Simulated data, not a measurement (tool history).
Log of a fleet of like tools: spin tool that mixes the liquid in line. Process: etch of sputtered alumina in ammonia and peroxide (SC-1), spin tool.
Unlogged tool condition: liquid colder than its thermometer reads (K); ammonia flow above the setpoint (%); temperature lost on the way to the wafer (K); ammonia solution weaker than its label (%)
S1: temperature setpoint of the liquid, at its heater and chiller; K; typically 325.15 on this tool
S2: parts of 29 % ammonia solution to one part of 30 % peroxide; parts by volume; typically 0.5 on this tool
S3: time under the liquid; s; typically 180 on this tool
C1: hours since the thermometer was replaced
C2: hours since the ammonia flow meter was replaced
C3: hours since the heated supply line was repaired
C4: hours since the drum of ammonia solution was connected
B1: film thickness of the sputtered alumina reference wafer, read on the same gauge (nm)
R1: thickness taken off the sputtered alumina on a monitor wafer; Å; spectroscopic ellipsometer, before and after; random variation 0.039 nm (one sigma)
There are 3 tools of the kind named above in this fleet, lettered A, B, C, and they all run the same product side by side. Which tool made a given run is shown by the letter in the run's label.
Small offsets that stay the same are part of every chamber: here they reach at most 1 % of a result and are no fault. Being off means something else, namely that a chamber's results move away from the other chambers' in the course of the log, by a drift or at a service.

| run | hour | S1 | S2 | S3 | C1 | C2 | C3 | C4 | B1 | R1 |
|---|---|---|---|---|---|---|---|---|---|---|
| 1A | 4.3 | 325.15 | 0.5 | 180 | 443.9 | 232.3 | 986.4 | 324.4 | 79.99 | 68.043 |
| 2B | 8.6 | 325.15 | 0.5 | 180 | 76.1 | 1769.8 | 52.3 | 724.3 | 80.012 | 66.416 |
|  | 12.6 | chamber B: new drum of ammonia solution connected |
| 3C | 16.7 | 325.15 | 0.5 | 180 | 475.5 | 409.6 | 499.3 | 215.7 | 80.014 | 67.043 |
| 4A | 21.2 | 325.15 | 0.5 | 180 | 460.8 | 249.2 | 1003.3 | 341.3 | 80.001 | 67.324 |
| 5B | 26.4 | 325.15 | 0.5 | 110 | 93.9 | 1787.6 | 70.1 | 13.8 | 79.999 | 40.902 |
| 6C | 31 | 325.15 | 0.5 | 110 | 489.8 | 423.9 | 513.6 | 230 | 79.994 | 41.112 |
| 7B | 35.3 | 325.15 | 0.5 | 110 | 102.8 | 1796.5 | 79 | 22.7 | 80.014 | 40.937 |
| 8A | 39.7 | 325.15 | 0.5 | 180 | 479.3 | 267.7 | 1021.8 | 359.8 | 79.998 | 67.803 |
| 9C | 46.9 | 325.15 | 0.5 | 180 | 505.7 | 439.8 | 529.5 | 245.9 | 79.996 | 67.666 |
| 10A | 54 | 325.15 | 0.5 | 180 | 493.6 | 282 | 1036.1 | 374.1 | 80.013 | 67.344 |
|  | 56.5 | chamber A: new drum of ammonia solution connected |
| 11C | 62.2 | 320.65 | 0.5 | 180 | 521 | 455.1 | 544.8 | 261.2 | 80.003 | 52.69 |
| 12B | 67.2 | 320.65 | 0.5 | 180 | 134.7 | 1828.4 | 110.9 | 54.6 | 79.985 | 51.845 |
|  | 69 | chamber C: thermometer replaced |
| 13B | 72.2 | 320.65 | 0.5 | 180 | 139.7 | 1833.4 | 115.9 | 59.6 | 80.004 | 52.072 |
| 14C | 76 | 325.15 | 0.5 | 180 | 7 | 468.9 | 558.6 | 275 | 80.005 | 67.556 |
| 15A | 83.6 | 325.15 | 0.5 | 180 | 523.2 | 311.6 | 1065.7 | 27.2 | 79.976 | 67.434 |
| 16A | 91.5 | 325.15 | 0.5 | 180 | 531.1 | 319.5 | 1073.6 | 35.1 | 80.008 | 67.559 |
| 17B | 96.8 | 325.15 | 0.5 | 180 | 164.3 | 1858 | 140.5 | 84.2 | 79.996 | 66.937 |
| 18C | 102.6 | 325.15 | 0.5 | 180 | 33.6 | 495.5 | 585.2 | 301.6 | 79.993 | 67.377 |
| 19C | 110.7 | 331.65 | 0.5 | 85 | 41.7 | 503.6 | 593.3 | 309.7 | 79.987 | 44.984 |
| 20B | 117.8 | 331.65 | 0.5 | 85 | 185.3 | 1879 | 161.5 | 105.2 | 80.006 | 44.934 |
| 21A | 123.5 | 331.65 | 0.5 | 85 | 563.1 | 351.5 | 1105.6 | 67.1 | 79.998 | 44.722 |
| 22A | 131.3 | 325.15 | 0.5 | 180 | 570.9 | 359.3 | 1113.4 | 74.9 | 79.977 | 67.487 |
| 23B | 138.1 | 325.15 | 0.5 | 180 | 205.6 | 1899.3 | 181.8 | 125.5 | 79.986 | 67.579 |
| 24C | 142.5 | 325.15 | 0.5 | 180 | 73.5 | 535.4 | 625.1 | 341.5 | 79.996 | 67.522 |
| 25A | 147.3 | 325.15 | 0.5 | 180 | 586.9 | 375.3 | 1129.4 | 90.9 | 79.997 | 67 |
| 26B | 155 | 325.15 | 0.5 | 180 | 222.5 | 1916.2 | 198.7 | 142.4 | 79.999 | 66.487 |
|  | 157.7 | chamber B: ammonia flow meter replaced |
| 27C | 160.2 | 325.15 | 0.5 | 180 | 91.2 | 553.1 | 642.8 | 359.2 | 80.025 | 67.823 |
| 28C | 166.9 | 325.15 | 0.5 | 180 | 97.9 | 559.8 | 649.5 | 365.9 | 79.992 | 68.095 |
| 29B | 172.3 | 325.15 | 0.5 | 180 | 239.8 | 14.7 | 216 | 159.7 | 79.992 | 67.397 |
| 30A | 178.7 | 317.15 | 0.5 | 145 | 618.3 | 406.7 | 1160.8 | 122.3 | 80.002 | 34.919 |
| 31A | 185 | 317.15 | 0.5 | 145 | 624.6 | 413 | 1167.1 | 128.6 | 79.976 | 35.029 |

Has any chamber moved away from the others, gradually or after a service, or does the common gauge drift, or do the chambers differ only by their own small steady offsets? State the chamber and the most likely cause if one applies.

No chamber is off and the gauge is stable; the differences are just each chamber's small, constant offset.

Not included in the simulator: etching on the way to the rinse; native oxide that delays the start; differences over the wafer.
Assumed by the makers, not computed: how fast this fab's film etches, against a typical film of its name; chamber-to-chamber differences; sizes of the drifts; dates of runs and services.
